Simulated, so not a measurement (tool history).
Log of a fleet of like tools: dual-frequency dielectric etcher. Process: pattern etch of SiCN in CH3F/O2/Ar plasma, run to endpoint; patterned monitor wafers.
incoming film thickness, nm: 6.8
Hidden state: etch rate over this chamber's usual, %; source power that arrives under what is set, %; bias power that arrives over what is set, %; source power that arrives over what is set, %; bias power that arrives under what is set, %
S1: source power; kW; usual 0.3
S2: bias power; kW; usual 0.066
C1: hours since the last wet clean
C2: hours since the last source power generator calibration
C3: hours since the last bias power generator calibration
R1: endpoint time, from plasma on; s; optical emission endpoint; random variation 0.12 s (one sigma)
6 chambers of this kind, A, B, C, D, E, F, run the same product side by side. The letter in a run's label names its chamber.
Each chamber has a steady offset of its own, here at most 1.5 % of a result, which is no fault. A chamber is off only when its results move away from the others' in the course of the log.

run,hour,S1,S2,C1,C2,C3,R1
1B,6.9,0.3,0.066,322.7,3110.8,4555.3,20.6
2F,11.9,0.3,0.066,276.1,256.6,229.7,20.819
3E,18,0.3,0.066,239.8,1379.9,1458.4,20.987
4D,22,0.3,0.066,296.5,3145.6,240.7,20.84
5A,26,0.3,0.066,505.8,697.5,923.8,21.241
6C,33.5,0.3,0.079,285.8,1116.3,1282.2,19.312
7C,42.2,0.3,0.079,294.5,1125,1290.9,19.268
8A,49.7,0.3,0.079,529.5,721.2,947.5,19.857
9F,56.6,0.3,0.079,320.8,301.3,274.4,19.398
10D,61.4,0.3,0.079,335.9,3185,280.1,19.467
11E,65.7,0.3,0.079,287.5,1427.6,1506.1,19.529
# hour 69.2: chamber A: wet clean of the chamber
12B,69.7,0.3,0.066,385.5,3173.6,4618.1,20.304
# hour 73.3: chamber C: wet clean of the chamber
13B,75.2,0.3,0.066,391,3179.1,4623.6,20.767
14D,81.7,0.3,0.059,356.2,3205.3,300.4,21.678
15F,90.1,0.3,0.059,354.3,334.8,307.9,21.635
16E,97.3,0.3,0.059,319.1,1459.2,1537.7,21.51
17A,105.3,0.3,0.059,36.1,776.8,1003.1,21.715
# hour 106.1: chamber D: wet clean of the chamber
# hour 106.6: chamber B: wet clean of the chamber
18C,113.9,0.3,0.059,40.6,1196.7,1362.6,21.324
19B,120.9,0.3,0.059,14.3,3224.8,4669.3,21.532
20F,128.5,0.3,0.066,392.7,373.2,346.3,20.529
21A,133.8,0.3,0.066,64.6,805.3,1031.6,21.021
# hour 135.3: chamber F: wet clean of the chamber
22D,141,0.3,0.066,34.9,3264.6,359.7,20.739
23C,145.8,0.23,0.076,72.5,1228.6,1394.5,21.708
# hour 146.2: chamber B: bias power generator calibrated
24E,150.3,0.23,0.076,372.1,1512.2,1590.7,21.724
25E,156.9,0.23,0.076,378.7,1518.8,1597.3,21.735
26F,164.4,0.23,0.076,29.2,409.1,382.2,20.774
27C,172.6,0.23,0.076,99.3,1255.4,1421.3,21.68
28D,178.3,0.23,0.076,72.2,3301.9,397,21.81
# hour 184.4: chamber E: wet clean of the chamber
29A,184.9,0.3,0.066,115.7,856.4,1082.7,21.141
30B,192.6,0.3,0.066,86,3296.5,46.5,20.798
31D,198.3,0.26,0.066,92.2,3321.9,417,22.009
32F,205.9,0.26,0.066,70.7,450.6,423.7,20.734
33A,214,0.26,0.066,144.8,885.5,1111.8,22.302
34B,222.2,0.26,0.066,115.6,3326.1,76.1,21.646
35E,230.9,0.26,0.066,46.5,1592.8,1671.3,21.836
36C,236.1,0.26,0.066,162.8,1318.9,1484.8,21.568
37A,244,0.3,0.066,174.8,915.5,1141.8,20.887
38F,252.7,0.3,0.066,117.5,497.4,470.5,19.88
39E,260.3,0.3,0.066,75.9,1622.2,1700.7,20.856
40C,266.4,0.3,0.066,193.1,1349.2,1515.1,20.765

All 6 chambers run these settings next. Forecast each chamber's results:
41A,272.6,0.34,0.066,,,,?
41B,272.6,0.34,0.066,,,,?
41C,272.6,0.34,0.066,,,,?
41D,272.6,0.34,0.066,,,,?
41E,272.6,0.34,0.066,,,,?
41F,272.6,0.34,0.066,,,,?

run,R1
41A,19.935
41B,19.726
41C,19.53
41D,19.899
41E,19.867
41F,19.121

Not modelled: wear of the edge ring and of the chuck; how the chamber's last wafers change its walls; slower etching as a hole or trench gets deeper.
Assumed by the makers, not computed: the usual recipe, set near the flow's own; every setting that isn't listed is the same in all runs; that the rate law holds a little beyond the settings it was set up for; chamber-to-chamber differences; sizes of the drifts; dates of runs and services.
